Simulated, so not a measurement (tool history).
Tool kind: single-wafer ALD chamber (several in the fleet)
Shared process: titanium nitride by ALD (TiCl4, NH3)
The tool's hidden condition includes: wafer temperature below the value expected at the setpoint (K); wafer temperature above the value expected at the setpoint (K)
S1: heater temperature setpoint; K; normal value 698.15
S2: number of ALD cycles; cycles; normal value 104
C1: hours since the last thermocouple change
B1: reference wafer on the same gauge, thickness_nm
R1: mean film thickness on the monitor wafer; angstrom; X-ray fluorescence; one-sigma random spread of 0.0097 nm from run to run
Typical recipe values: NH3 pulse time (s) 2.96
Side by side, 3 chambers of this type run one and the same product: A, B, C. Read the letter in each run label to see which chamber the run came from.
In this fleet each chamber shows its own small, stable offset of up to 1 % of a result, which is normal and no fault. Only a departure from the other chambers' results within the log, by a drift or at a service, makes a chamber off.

run 1A hour=10.9 | S1=698.15 S2=104 NH3_pulse_time_(s)=2.96 | C1=257.6 | B1=2.4806 | R1=23.327
run 2B hour=24 | S1=698.15 S2=104 NH3_pulse_time_(s)=2.96 | C1=31.6 | B1=2.4803 | R1=23.414
run 3C hour=37.9 | S1=698.15 S2=104 NH3_pulse_time_(s)=2.96 | C1=1190 | B1=2.4794 | R1=23.518
run 4C hour=50.6 | S1=698.15 S2=104 NH3_pulse_time_(s)=2.96 | C1=1202.7 | B1=2.4789 | R1=23.509
run 5B hour=59.5 | S1=698.15 S2=104 NH3_pulse_time_(s)=2.96 | C1=67.1 | B1=2.4809 | R1=23.601
run 6A hour=66.3 | S1=687.15 S2=104 NH3_pulse_time_(s)=2.96 | C1=313 | B1=2.4807 | R1=23.326
run 7A hour=75.6 | S1=687.15 S2=104 NH3_pulse_time_(s)=2.96 | C1=322.3 | B1=2.4774 | R1=23.291
run 8B hour=88.4 | S1=687.15 S2=104 NH3_pulse_time_(s)=2.96 | C1=96 | B1=2.4795 | R1=23.581
run 9C hour=97.7 | S1=688.15 S2=104 NH3_pulse_time_(s)=2.96 | C1=1249.8 | B1=2.481 | R1=23.28
run 10C hour=109.3 | S1=688.15 S2=104 NH3_pulse_time_(s)=2.96 | C1=1261.4 | B1=2.4815 | R1=23.454
run 11B hour=121.9 | S1=688.15 S2=104 NH3_pulse_time_(s)=2.96 | C1=129.5 | B1=2.4817 | R1=23.441
run 12A hour=134.2 | S1=698.15 S2=104 NH3_pulse_time_(s)=2.96 | C1=380.9 | B1=2.4784 | R1=23.404
run 13C hour=141 | S1=698.15 S2=104 NH3_pulse_time_(s)=2.96 | C1=1293.1 | B1=2.4819 | R1=23.298
run 14A hour=151 | S1=698.15 S2=104 NH3_pulse_time_(s)=2.96 | C1=397.7 | B1=2.4785 | R1=23.255
run 15B hour=163.5 | S1=698.15 S2=104 NH3_pulse_time_(s)=2.96 | C1=171.1 | B1=2.4811 | R1=23.58
run 16A hour=173.2 | S1=698.15 S2=95 NH3_pulse_time_(s)=2.96 | C1=419.9 | B1=2.4825 | R1=21.295
run 17C hour=187 | S1=698.15 S2=95 NH3_pulse_time_(s)=2.96 | C1=1339.1 | B1=2.4806 | R1=21.303
run 18B hour=194.1 | S1=698.15 S2=95 NH3_pulse_time_(s)=2.96 | C1=201.7 | B1=2.4792 | R1=21.428
run 19C hour=208.3 | S1=712.15 S2=104 NH3_pulse_time_(s)=2.96 | C1=1360.4 | B1=2.4802 | R1=23.336
run 20A hour=222.7 | S1=712.15 S2=104 NH3_pulse_time_(s)=2.96 | C1=469.4 | B1=2.4789 | R1=23.389
run 21B hour=235.7 | S1=712.15 S2=104 NH3_pulse_time_(s)=2.96 | C1=243.3 | B1=2.4794 | R1=23.517
run 22C hour=243 | S1=698.15 S2=104 NH3_pulse_time_(s)=2.96 | C1=1395.1 | B1=2.4766 | R1=23.441
run 23B hour=255 | S1=698.15 S2=104 NH3_pulse_time_(s)=2.96 | C1=262.6 | B1=2.4785 | R1=23.538
run 24A hour=269.4 | S1=698.15 S2=104 NH3_pulse_time_(s)=2.96 | C1=516.1 | B1=2.4796 | R1=23.386
run 25A hour=277 | S1=687.15 S2=104 NH3_pulse_time_(s)=3.85 | C1=523.7 | B1=2.4781 | R1=23.545
run 26B hour=283.4 | S1=687.15 S2=104 NH3_pulse_time_(s)=3.85 | C1=291 | B1=2.4809 | R1=23.79
run 27C hour=291.9 | S1=687.15 S2=104 NH3_pulse_time_(s)=3.85 | C1=1444 | B1=2.4817 | R1=23.625
run 28B hour=299.6 | S1=698.15 S2=104 NH3_pulse_time_(s)=2.96 | C1=307.2 | B1=2.4816 | R1=23.544
run 29C hour=310.6 | S1=698.15 S2=104 NH3_pulse_time_(s)=2.96 | C1=1462.7 | B1=2.4782 | R1=23.413
run 30A hour=323.4 | S1=698.15 S2=104 NH3_pulse_time_(s)=2.96 | C1=570.1 | B1=2.4794 | R1=23.405
run 31B hour=334 | S1=708.15 S2=104 NH3_pulse_time_(s)=3.83 | C1=341.6 | B1=2.4791 | R1=23.555
run 32C hour=346.4 | S1=708.15 S2=104 NH3_pulse_time_(s)=3.83 | C1=1498.5 | B1=2.4798 | R1=23.487
run 33A hour=354.7 | S1=708.15 S2=104 NH3_pulse_time_(s)=3.83 | C1=601.4 | B1=2.478 | R1=23.442
run 34B hour=368.2 | S1=698.15 S2=104 NH3_pulse_time_(s)=2.96 | C1=375.8 | B1=2.4825 | R1=23.448
run 35C hour=382.6 | S1=698.15 S2=104 NH3_pulse_time_(s)=2.96 | C1=1534.7 | B1=2.4806 | R1=23.453
run 36A hour=391.2 | S1=698.15 S2=104 NH3_pulse_time_(s)=2.96 | C1=637.9 | B1=2.4811 | R1=23.495
run 37B hour=401.4 | S1=698.15 S2=104 NH3_pulse_time_(s)=2.96 | C1=409 | B1=2.4809 | R1=23.614
run 38C hour=407.9 | S1=698.15 S2=104 NH3_pulse_time_(s)=2.96 | C1=1560 | B1=2.4764 | R1=23.45
run 39A hour=416.3 | S1=698.15 S2=104 NH3_pulse_time_(s)=2.96 | C1=663 | B1=2.4776 | R1=23.463
run 40C hour=425.6 | S1=713.15 S2=95 NH3_pulse_time_(s)=2.96 | C1=1577.7 | B1=2.4783 | R1=21.177
run 41B hour=434 | S1=713.15 S2=95 NH3_pulse_time_(s)=2.96 | C1=441.6 | B1=2.4816 | R1=21.439

Decide between three cases: one chamber stands off from its peers, the gauge reading all wafers drifts, or nothing is wrong past each chamber's small offset. Where a chamber is off, say which and what most likely put it there.

No chamber is off and the gauge is stable; the differences are just each chamber's small, constant offset.
